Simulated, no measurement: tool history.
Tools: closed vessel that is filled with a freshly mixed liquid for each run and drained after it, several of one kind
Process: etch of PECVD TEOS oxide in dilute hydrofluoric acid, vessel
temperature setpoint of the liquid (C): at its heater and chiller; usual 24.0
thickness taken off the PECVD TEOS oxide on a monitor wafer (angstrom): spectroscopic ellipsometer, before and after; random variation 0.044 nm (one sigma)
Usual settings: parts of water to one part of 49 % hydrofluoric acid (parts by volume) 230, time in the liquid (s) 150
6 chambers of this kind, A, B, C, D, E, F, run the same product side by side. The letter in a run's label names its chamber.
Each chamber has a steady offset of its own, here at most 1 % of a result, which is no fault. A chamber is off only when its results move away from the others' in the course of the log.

run,hour,temperature setpoint of the liquid (C),parts of water to one part of 49 % hydrofluoric acid (parts by volume),time in the liquid (s),"read-back film thickness of the PECVD TEOS oxide reference wafer, read on the same gauge (nm)",thickness taken off the PECVD TEOS oxide on a monitor wafer (angstrom)
1F,6.2,24.0,230,150,59.985,48.277
2D,15.3,24.0,230,150,59.996,48.129
3C,25.1,24.0,230,150,59.986,48.552
4A,38.7,24.0,230,150,59.994,48.611
5B,52.1,24.0,230,150,59.989,48.285
6E,64.0,24.0,230,150,60.027,48.462
7C,72.7,24.0,230,150,59.976,47.283
# hour 81.4: chamber A: thermometer replaced
8E,85.1,24.0,165,150,60.017,72.645
9F,98.2,24.0,165,150,59.989,72.288
10D,108.3,24.0,165,150,60.025,71.579
# hour 117.3: chamber B: thermometer replaced
11B,121.3,24.0,165,150,60.002,72.176
12A,134.7,24.0,165,150,60.005,71.801
13E,145.4,24.0,165,150,59.989,72.001
14A,154.4,28.0,325,150,59.992,35.057
15C,164.8,28.0,325,150,60.025,35.153
16F,176.8,28.0,325,150,59.996,35.864
17D,185.1,28.0,325,150,60.011,35.123
18B,195.5,28.0,325,150,59.990,34.073
19F,204.5,28.0,325,150,59.990,35.872
20A,213.4,24.0,230,150,59.986,48.104
21B,219.8,24.0,230,150,60.014,46.514
22C,229.0,24.0,230,150,59.990,48.170
23D,242.0,24.0,230,150,60.013,46.766
24E,254.3,24.0,230,150,60.010,48.176
25F,263.7,24.0,230,150,60.002,47.552
26E,270.5,24.0,290,85,59.976,20.233
27C,278.6,24.0,290,85,60.001,20.299
28D,287.0,24.0,290,85,59.976,20.095
29B,295.5,24.0,290,85,59.980,19.177
30A,305.4,24.0,290,85,59.996,19.995
# hour 309.7: chamber A: hydrofluoric acid flow meter replaced
31D,312.0,24.0,290,85,59.996,20.194
32F,325.3,24.0,230,150,60.016,47.822
33A,332.2,24.0,230,150,60.002,48.043
34B,345.3,24.0,230,150,60.011,43.794
35E,352.5,19.0,300,150,59.981,29.035
36C,361.7,19.0,300,150,60.010,28.568
37A,374.3,19.0,300,150,59.992,28.769
38D,384.4,19.0,300,150,60.000,28.460
39F,391.3,19.0,300,150,60.000,29.108
40B,401.5,19.0,300,150,60.008,25.750
41C,415.6,24.0,230,150,59.983,47.642
42E,424.6,24.0,230,150,59.979,48.209

Next, every chamber runs the same settings. What will each give?
43A,434.9,28.5,230,150,,?
43B,434.9,28.5,230,150,,?
43C,434.9,28.5,230,150,,?
43D,434.9,28.5,230,150,,?
43E,434.9,28.5,230,150,,?
43F,434.9,28.5,230,150,,?

run,thickness taken off the PECVD TEOS oxide on a monitor wafer (angstrom)
43A,56.034
43B,50.496
43C,56.296
43D,56.520
43E,55.465
43F,55.916

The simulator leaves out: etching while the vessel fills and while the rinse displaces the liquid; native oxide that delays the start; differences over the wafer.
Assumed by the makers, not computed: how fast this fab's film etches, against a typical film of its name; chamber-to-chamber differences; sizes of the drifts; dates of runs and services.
